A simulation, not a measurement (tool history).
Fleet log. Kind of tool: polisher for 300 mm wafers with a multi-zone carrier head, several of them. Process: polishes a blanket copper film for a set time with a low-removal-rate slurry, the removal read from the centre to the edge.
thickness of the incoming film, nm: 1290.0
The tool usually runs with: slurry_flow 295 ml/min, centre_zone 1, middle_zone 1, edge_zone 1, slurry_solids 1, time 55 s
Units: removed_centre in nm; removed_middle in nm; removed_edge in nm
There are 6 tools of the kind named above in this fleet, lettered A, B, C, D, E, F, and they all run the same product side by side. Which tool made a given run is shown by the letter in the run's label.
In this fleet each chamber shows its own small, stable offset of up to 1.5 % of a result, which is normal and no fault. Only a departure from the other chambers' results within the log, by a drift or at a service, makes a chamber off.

run   hour  slurry_flow  centre_zone  middle_zone  edge_zone  slurry_solids  time  removed_centre  removed_middle  removed_edge
 1D   13.2          295            1            1          1              1    55          154.27          153.77        152.07
      16.5  -- chamber E: worn pad replaced by a new one
      23.3  -- chamber A: slurry nozzle cleaned
      24.8  -- chamber C: slurry nozzle cleaned
 2A   26.4          295            1            1          1              1    55          153.12          152.41        149.89
 3F   36.2          295            1            1          1              1    55          149.87          147.88        152.24
      47.7  -- chamber F: worn pad replaced by a new one
 4B   50.1          295            1            1          1              1    55          149.12          150.59        149.43
      57.8  -- chamber D: worn pad replaced by a new one
 5E   58.1          295            1            1          1              1    55          151.19          150.24        154.64
      61.6  -- chamber A: worn pad replaced by a new one
      65.7  -- chamber B: edge zone pressure recalibrated
      71.4  -- chamber B: worn pad replaced by a new one
 6C   71.7          295            1            1          1              1    55          152.11          149.56        153.77
 7E   82.2          295            1            1          1              1    55          154.03           153.3        153.21
 8D   91.6          295            1            1          1              1    55          155.77           153.2        152.83
 9F   99.1          295            1            1          1              1    55          152.47          153.15        154.12
10A    109          295            1            1          1              1    55          153.73          154.81        151.79
     119.3  -- chamber C: worn pad replaced by a new one
     119.5  -- chamber C: centre zone pressure recalibrated
11B  123.3          295            1            1          1              1    55          149.47          151.58        149.84
12C  130.5          295            1            1          1              1    55          154.98          154.41        153.17
13E  138.5          295            1            1          1              1    55          148.94          150.49        152.28
     141.8  -- chamber A: worn pad replaced by a new one
     145.5  -- chamber B: worn pad replaced by a new one
14F    149          295            1            1          1              1    55          149.65          152.39        153.22
     151.2  -- chamber F: worn pad replaced by a new one
     151.9  -- chamber D: worn pad replaced by a new one
15C    157          295            1            1          1              1    55          155.85          155.69        154.36
     159.6  -- chamber E: worn pad replaced by a new one
16A  165.9          295            1            1          1              1    55          151.36           151.9        154.33
17B  179.9          295            1            1          1              1    55          149.59          152.04        152.63
18D  193.3          295            1            1          1              1    55           152.2          151.38        149.48
     193.8  -- chamber F: slurry nozzle cleaned
19C  200.5          295            1            1          1              1    55          149.73          150.87         158.5
20E  213.5          295            1            1          1              1    55          152.65          151.29        150.01
     215.8  -- chamber A: worn pad replaced by a new one
21B  226.6          295            1            1          1              1    55          148.83           153.4         152.2
22F  234.4          295            1            1          1              1    55          152.36          154.74        152.62
       237  -- chamber D: worn pad replaced by a new one
     240.7  -- chamber B: worn pad replaced by a new one
     243.2  -- chamber D: edge zone pressure recalibrated
23D  246.4          295            1            1          1              1    67          185.67          187.82        187.91
     252.4  -- chamber F: worn pad replaced by a new one
24A  256.5          295            1            1          1              1    67          184.43          185.57        185.82
       264  -- chamber A: centre zone pressure recalibrated
     264.7  -- chamber C: worn pad replaced by a new one
25A  266.1          295            1            1          1              1    67          185.93          186.01        181.89
26D  274.4          295            1            1          1              1    67          183.91          188.94        187.01
27E  283.1          295            1            1          1              1    67          185.14          185.56        187.52
     292.3  -- chamber B: slurry nozzle cleaned
28C  295.5          295            1            1          1              1    67          186.55          190.46        187.67
     297.2  -- chamber E: worn pad replaced by a new one
     299.7  -- chamber A: worn pad replaced by a new one
29B  304.6          295            1            1          1              1    55          153.56          152.33        152.22
30F  311.8          295          1.1            1          1              1    55          166.82          152.25        150.75
     317.7  -- chamber B: worn pad replaced by a new one
     319.5  -- chamber D: worn pad replaced by a new one
31A  324.6          295          1.1            1          1              1    55          170.96          150.36        156.86
32D  333.2          295          1.1            1          1              1    55          172.42          151.03        152.44
     338.7  -- chamber A: edge zone pressure recalibrated
33F  343.3          295          1.1            1          1              1    55          171.53          153.97        151.83
34C  352.6          295          1.1            1          1              1    55          169.04          152.21        154.13
     355.2  -- chamber F: worn pad replaced by a new one
35B  364.4          295          1.1            1          1              1    55          165.72          151.97        156.54
36E    377          295            1            1          1              1    55          151.25          155.56        152.93
     389.8  -- chamber A: worn pad replaced by a new one
37C    391          295            1         0.92       1.11              1    55          152.76           143.5         161.5
38A  402.2          295            1         0.92       1.11              1    55          154.65          142.24        161.43
39D  409.7          295            1         0.92       1.11              1    55          153.25           142.7         158.8
     414.1  -- chamber B: worn pad replaced by a new one
40F  420.3          295            1         0.92       1.11              1    55          149.43          139.57        162.68
41B  432.5          295            1         0.92       1.11              1    55          153.76          138.28        160.12

Does one chamber stand apart from the rest, does the shared gauge drift, or is all well apart from small per-chamber offsets? Give the chamber and the most likely cause, where there is one.

All chambers stay in line apart from their small fixed offsets, and the gauge does not drift.
